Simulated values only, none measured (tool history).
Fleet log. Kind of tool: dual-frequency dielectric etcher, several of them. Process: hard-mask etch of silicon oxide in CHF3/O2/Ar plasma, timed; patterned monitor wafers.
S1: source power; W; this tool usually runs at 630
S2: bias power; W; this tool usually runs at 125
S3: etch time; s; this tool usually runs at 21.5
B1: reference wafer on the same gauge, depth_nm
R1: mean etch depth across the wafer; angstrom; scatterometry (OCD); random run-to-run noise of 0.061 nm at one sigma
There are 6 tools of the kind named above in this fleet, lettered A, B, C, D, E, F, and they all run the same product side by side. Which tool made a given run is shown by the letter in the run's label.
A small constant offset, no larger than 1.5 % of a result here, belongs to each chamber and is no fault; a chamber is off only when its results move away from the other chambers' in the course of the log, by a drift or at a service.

run,day,S1,S2,S3,B1,R1
1D,0.250,630,125,21.5,44.311,386.49
2A,0.504,630,125,21.5,44.278,380.55
3C,0.688,630,125,21.5,44.271,383.75
4B,1.029,630,125,21.5,44.277,386.38
# day 1.162: chamber C: wet clean of the chamber
5F,1.338,630,125,21.5,44.272,388.21
6E,1.696,630,125,21.5,44.248,381.98
7D,1.942,630,125,21.5,44.256,385.52
# day 2.300: chamber E: wet clean of the chamber
8B,2.308,630,125,21.5,44.230,386.91
9F,2.621,630,125,21.5,44.241,388.82
10A,2.842,630,125,21.5,44.218,381.91
11C,3.062,630,125,21.5,44.221,383.00
12E,3.292,630,125,21.5,44.216,382.61
# day 3.358: chamber D: wet clean of the chamber
13D,3.567,630,125,21.5,44.188,384.62
14E,3.838,630,125,21.5,44.209,382.19
15F,4.017,630,125,21.5,44.185,388.79
16A,4.312,630,125,21.5,44.217,379.87
17B,4.546,630,125,21.5,44.186,385.57
18C,4.842,630,125,21.5,44.186,382.98
19D,5.183,630,125,21.5,44.173,384.98
20C,5.371,630,125,21.5,44.150,383.11
21B,5.608,630,125,21.5,44.142,386.07
22A,5.871,780,109,21.5,44.150,396.12
23E,6.033,780,109,21.5,44.151,397.61
24F,6.321,780,109,21.5,44.129,405.32
25A,6.621,780,109,21.5,44.132,396.39
26B,6.917,780,109,21.5,44.129,403.08
27C,7.125,780,109,21.5,44.104,399.49
28D,7.454,630,125,21.5,44.115,384.86
29E,7.721,480,125,26.5,44.109,423.17
# day 7.783: chamber F: wet clean of the chamber
30F,8.008,480,125,26.5,44.104,430.43
31F,8.312,480,125,26.5,44.079,430.19
32D,8.579,480,125,26.5,44.095,425.96
33B,8.804,480,125,26.5,44.071,427.18
34A,9.021,480,125,26.5,44.067,420.84
35E,9.333,630,125,21.5,44.073,381.65
# day 9.567: chamber A: wet clean of the chamber
36C,9.629,630,125,21.5,44.042,381.19
37D,9.908,630,125,21.5,44.061,382.67
38E,10.217,630,125,21.5,44.036,380.65
39B,10.504,630,125,21.5,44.020,384.90
40A,10.758,630,125,21.5,44.012,379.20

All chambers now run identical settings, listed one chamber a line with results as question marks. What results will each chamber show?
41A,11.021,630,99,21.5,,?
41B,11.021,630,99,21.5,,?
41C,11.021,630,99,21.5,,?
41D,11.021,630,99,21.5,,?
41E,11.021,630,99,21.5,,?
41F,11.021,630,99,21.5,,?

run,R1
41A,352.04
41B,359.68
41C,357.42
41D,357.73
41E,355.18
41F,360.88
